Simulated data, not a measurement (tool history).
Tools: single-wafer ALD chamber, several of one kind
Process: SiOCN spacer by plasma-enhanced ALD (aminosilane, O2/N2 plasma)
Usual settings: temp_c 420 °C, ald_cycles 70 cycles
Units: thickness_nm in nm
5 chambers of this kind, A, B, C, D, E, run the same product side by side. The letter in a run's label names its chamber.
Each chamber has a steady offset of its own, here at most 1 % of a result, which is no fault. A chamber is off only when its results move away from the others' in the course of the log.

run,hour,temp_c,ald_cycles,"read-back reference wafer on the same gauge, thickness_nm",thickness_nm
1C,10.0,420,70,4.7303,3.9561
2D,19.0,420,70,4.7280,3.9587
3B,29.0,420,70,4.7256,4.0092
4E,36.8,420,70,4.7255,3.9917
5A,50.2,428,70,4.7285,3.8551
6B,64.4,428,70,4.7244,3.9026
7C,76.8,428,70,4.7247,3.8598
8A,87.1,428,70,4.7238,3.8560
9E,95.3,428,70,4.7242,3.8793
10D,103.9,413,63,4.7223,3.6367
11C,116.0,413,63,4.7228,3.6370
12D,125.0,413,63,4.7193,3.6421
13B,135.8,413,63,4.7202,3.6745
14A,145.9,413,63,4.7178,3.6361
15E,157.3,420,70,4.7174,3.9747
16A,172.4,413,78,4.7170,4.4898
17E,179.4,413,78,4.7189,4.5359
18C,188.4,413,78,4.7156,4.5057
19D,200.3,413,78,4.7162,4.5009
20B,208.7,413,78,4.7145,4.5487
21B,219.9,420,70,4.7135,3.9834
22E,234.6,420,70,4.7116,3.9619
23C,246.5,420,70,4.7117,3.9558
24D,255.3,420,70,4.7111,3.9446
25A,264.3,420,70,4.7101,3.9301
26A,273.8,420,70,4.7112,3.9313
27E,285.6,420,70,4.7082,3.9688
28B,295.9,420,70,4.7094,3.9849
29C,305.5,432,58,4.7063,3.1459
30D,319.5,432,58,4.7067,3.1396
31E,329.9,432,58,4.7048,3.1626
32C,338.4,432,58,4.7043,3.1434
# hour 343.9: chamber C: thermocouple changed; heater temperature recalibrated
33B,349.6,432,58,4.7022,3.1701
34A,358.6,420,70,4.7034,3.9274
35D,373.1,420,70,4.7008,3.9368
36C,383.3,420,70,4.7032,3.9402

What goes on in this fleet: one chamber off, a drifting gauge, or nothing beyond the chambers' own small offsets? Name the chamber and the cause, if any.

The gauge drifts, so all chambers seem to drift together. No chamber is off.
Cause: gauge reads low (%) = 0.626.

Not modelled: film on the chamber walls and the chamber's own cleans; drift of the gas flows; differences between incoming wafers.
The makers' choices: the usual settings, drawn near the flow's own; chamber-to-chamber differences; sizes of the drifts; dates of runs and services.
